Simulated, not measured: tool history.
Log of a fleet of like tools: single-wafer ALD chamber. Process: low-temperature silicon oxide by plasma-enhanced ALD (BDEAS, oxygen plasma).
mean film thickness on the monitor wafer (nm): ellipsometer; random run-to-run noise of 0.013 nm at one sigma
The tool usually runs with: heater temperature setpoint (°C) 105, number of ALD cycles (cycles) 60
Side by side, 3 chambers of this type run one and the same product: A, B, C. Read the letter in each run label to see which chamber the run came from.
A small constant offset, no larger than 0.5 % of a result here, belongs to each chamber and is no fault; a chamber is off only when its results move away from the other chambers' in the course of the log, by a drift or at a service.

| run | hour | heater temperature setpoint (°C) | number of ALD cycles (cycles) | read-back reference wafer on the same gauge, thickness_nm | mean film thickness on the monitor wafer (nm) |
|---|---|---|---|---|---|
| 1B | 2.8 | 105 | 60 | 9.3686 | 8.5101 |
| 2C | 6.7 | 105 | 60 | 9.3696 | 8.4434 |
| 3A | 10.3 | 105 | 60 | 9.3645 | 8.4936 |
| 4C | 15.5 | 105 | 60 | 9.3627 | 8.4565 |
| 5A | 18.9 | 111 | 60 | 9.3590 | 8.3801 |
| 6B | 23.0 | 111 | 60 | 9.3606 | 8.4154 |
| 7C | 26.0 | 111 | 60 | 9.3595 | 8.3632 |
| 8B | 28.9 | 105 | 60 | 9.3541 | 8.5368 |
| 9A | 33.5 | 117 | 60 | 9.3517 | 8.2997 |
| 10A | 39.0 | 117 | 60 | 9.3518 | 8.2693 |
| 11C | 43.5 | 117 | 60 | 9.3470 | 8.2798 |
| 12B | 47.7 | 105 | 70 | 9.3450 | 9.9193 |
| 13B | 50.2 | 105 | 70 | 9.3455 | 9.9163 |
| 14A | 54.0 | 105 | 70 | 9.3442 | 9.8483 |
| 15C | 59.2 | 105 | 60 | 9.3351 | 8.4435 |
| 16A | 64.8 | 105 | 60 | 9.3334 | 8.4485 |
| 17B | 69.9 | 105 | 60 | 9.3341 | 8.4808 |
| 18C | 74.8 | 105 | 60 | 9.3288 | 8.4226 |
| 19A | 80.3 | 119 | 64 | 9.3314 | 8.7524 |
| 20C | 83.1 | 119 | 64 | 9.3273 | 8.7791 |
| 21B | 86.2 | 119 | 64 | 9.3245 | 8.8464 |
| 22C | 90.4 | 105 | 60 | 9.3229 | 8.4271 |
| 23B | 93.8 | 105 | 60 | 9.3230 | 8.4745 |
| 24A | 99.0 | 105 | 60 | 9.3204 | 8.4367 |
| 25B | 102.5 | 105 | 60 | 9.3163 | 8.4729 |
| 26A | 107.3 | 105 | 60 | 9.3143 | 8.4434 |

Next, every chamber runs the same settings. What will each give?
| 27A | 111.4 | 105 | 67 |  | ? |
| 27B | 111.4 | 105 | 67 |  | ? |
| 27C | 111.4 | 105 | 67 |  | ? |

| run | mean film thickness on the monitor wafer (nm) |
|---|---|
| 27A | 9.3952 |
| 27B | 9.4693 |
| 27C | 9.3908 |

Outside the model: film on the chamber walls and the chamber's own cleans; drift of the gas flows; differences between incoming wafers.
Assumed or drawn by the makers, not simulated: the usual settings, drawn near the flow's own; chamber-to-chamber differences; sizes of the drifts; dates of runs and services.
